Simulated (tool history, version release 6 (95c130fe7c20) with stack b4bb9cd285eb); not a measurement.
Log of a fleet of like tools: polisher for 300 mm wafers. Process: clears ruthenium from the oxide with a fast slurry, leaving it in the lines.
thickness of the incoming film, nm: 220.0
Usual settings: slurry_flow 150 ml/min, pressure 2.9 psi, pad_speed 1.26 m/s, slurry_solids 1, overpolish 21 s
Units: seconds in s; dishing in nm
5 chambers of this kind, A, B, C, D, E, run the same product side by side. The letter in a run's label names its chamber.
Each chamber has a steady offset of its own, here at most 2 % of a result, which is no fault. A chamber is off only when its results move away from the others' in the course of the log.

run,hour,slurry_flow,pressure,pad_speed,slurry_solids,overpolish,seconds,dishing
1A,5.6,150,2.9,1.26,1,21,40.603,86.454
# hour 11.7: chamber D: slurry blender recalibrated
# hour 13.5: chamber B: worn pad replaced by a new one
2D,15.3,150,2.9,1.26,1,21,39.358,85.061
# hour 15.9: chamber C: slurry blender recalibrated
3C,22,150,2.9,1.26,1,21,39.918,82.168
# hour 23.2: chamber E: worn pad replaced by a new one
4E,28.1,150,2.9,1.26,1,21,40.856,82.879
5B,34.8,150,2.9,1.26,1,21,41.381,82.702
# hour 40.7: chamber A: worn pad replaced by a new one
6C,43.7,150,2.9,1.26,1,21,40.99,81.147
# hour 46.1: chamber C: worn pad replaced by a new one
# hour 53.7: chamber E: slurry nozzle cleaned
7A,55.4,150,2.9,1.26,1,21,39.161,82.986
8D,62.6,150,2.9,1.26,1,21,40.104,83.67
9B,72.1,150,2.9,1.26,1,21,40.819,83.38
# hour 79: chamber A: slurry blender recalibrated
10E,80.8,150,2.9,1.26,1,21,42.11,85.484
11E,87.4,150,2.9,1.26,1,21,40.239,78.347
# hour 90.3: chamber E: worn pad replaced by a new one
# hour 91.8: chamber B: worn pad replaced by a new one
12D,95.9,150,2.9,1.26,1,21,40.678,81.84
13B,106,150,2.9,1.26,1,21,41.352,84.975
14C,116.1,150,2.9,1.26,1,21,40.074,83.703
# hour 120.1: chamber D: worn pad replaced by a new one
15A,121.5,150,2.9,1.26,1,21,39.961,85.801
16C,127.6,150,2,1.26,0.75,21,68.421,54.689
# hour 133.1: chamber A: worn pad replaced by a new one
# hour 134.7: chamber D: slurry blender recalibrated
17D,136.4,150,2,1.26,0.75,21,66.64,52.641
18A,147.3,150,2,1.26,0.75,21,69.798,55.6
19B,159.3,150,2,1.26,0.75,21,67.8,53.578
20E,165.4,150,2,1.26,0.75,21,67.822,54.913
# hour 169.4: chamber B: slurry blender recalibrated
# hour 171.3: chamber E: worn pad replaced by a new one
# hour 174.8: chamber B: worn pad replaced by a new one
21A,175.6,150,2.9,1.26,1.15,21,39.397,88.763
# hour 178.4: chamber E: slurry blender recalibrated
22C,184.2,150,2.9,1.26,1.15,21,38.198,88.142
# hour 186.7: chamber C: worn pad replaced by a new one
23B,192.3,150,2.9,1.26,1.15,21,38.141,86.371
24E,197.7,150,2.9,1.26,1.15,21,38.21,87.637
25D,206.8,150,2.9,1.26,1.15,21,37.48,90.204
26E,212.8,150,2.9,1.26,1,21,40.835,81.494
# hour 219: chamber A: slurry nozzle cleaned
27D,223.9,150,2.9,1.26,1,21,38.942,85.26
# hour 231.8: chamber C: slurry nozzle cleaned
28A,234.4,150,2.9,1.26,1,21,40.001,84.825
# hour 235.6: chamber C: slurry blender recalibrated
# hour 240.6: chamber E: worn pad replaced by a new one
29C,241.9,150,2.9,1.26,1,21,40.657,84.8
# hour 246.6: chamber A: worn pad replaced by a new one
# hour 252.5: chamber B: slurry nozzle cleaned
30B,254,150,2.9,1.26,1.2,16,37.927,70.787
31E,259.4,150,2.9,1.26,1.2,16,38.343,70.987
# hour 261.8: chamber B: worn pad replaced by a new one
# hour 265.5: chamber D: worn pad replaced by a new one
32D,265.5,150,2.9,1.26,1.2,16,36.387,73.109
33B,273.9,150,2.9,1.26,1.2,16,37.929,72.187
# hour 275.9: chamber D: slurry blender recalibrated
34C,283.6,150,2.9,1.26,1.2,16,35.871,71.138
35A,291,150,2.9,1.26,1,21,40.754,83.144
36A,300.1,150,2.9,1.26,1,21,40.368,81.715
# hour 301.4: chamber E: worn pad replaced by a new one
37C,308.6,150,2.9,1.26,1,21,40.077,85.823
38B,319.8,150,2.9,1.26,1,21,40.406,83.867
39D,330,150,2.9,1.26,1,21,39.305,83.767
40E,336.2,150,2.9,1.26,1,21,40.691,82.411
# hour 342.6: chamber A: worn pad replaced by a new one
41A,346.1,150,2.9,1.26,1,21,41.666,84.817
# hour 352.4: chamber B: worn pad replaced by a new one
42B,352.4,150,2.9,1.26,1,21,41.887,81.386

Next, every chamber runs the same settings. What will each give?
43A,361.3,150,2.9,1.26,1,10,?,?
43B,361.3,150,2.9,1.26,1,10,?,?
43C,361.3,150,2.9,1.26,1,10,?,?
43D,361.3,150,2.9,1.26,1,10,?,?
43E,361.3,150,2.9,1.26,1,10,?,?

run,seconds,dishing
43A,40.783,45.225
43B,42.299,46.398
43C,40.162,45.752
43D,40.282,44.792
43E,40.905,45.102

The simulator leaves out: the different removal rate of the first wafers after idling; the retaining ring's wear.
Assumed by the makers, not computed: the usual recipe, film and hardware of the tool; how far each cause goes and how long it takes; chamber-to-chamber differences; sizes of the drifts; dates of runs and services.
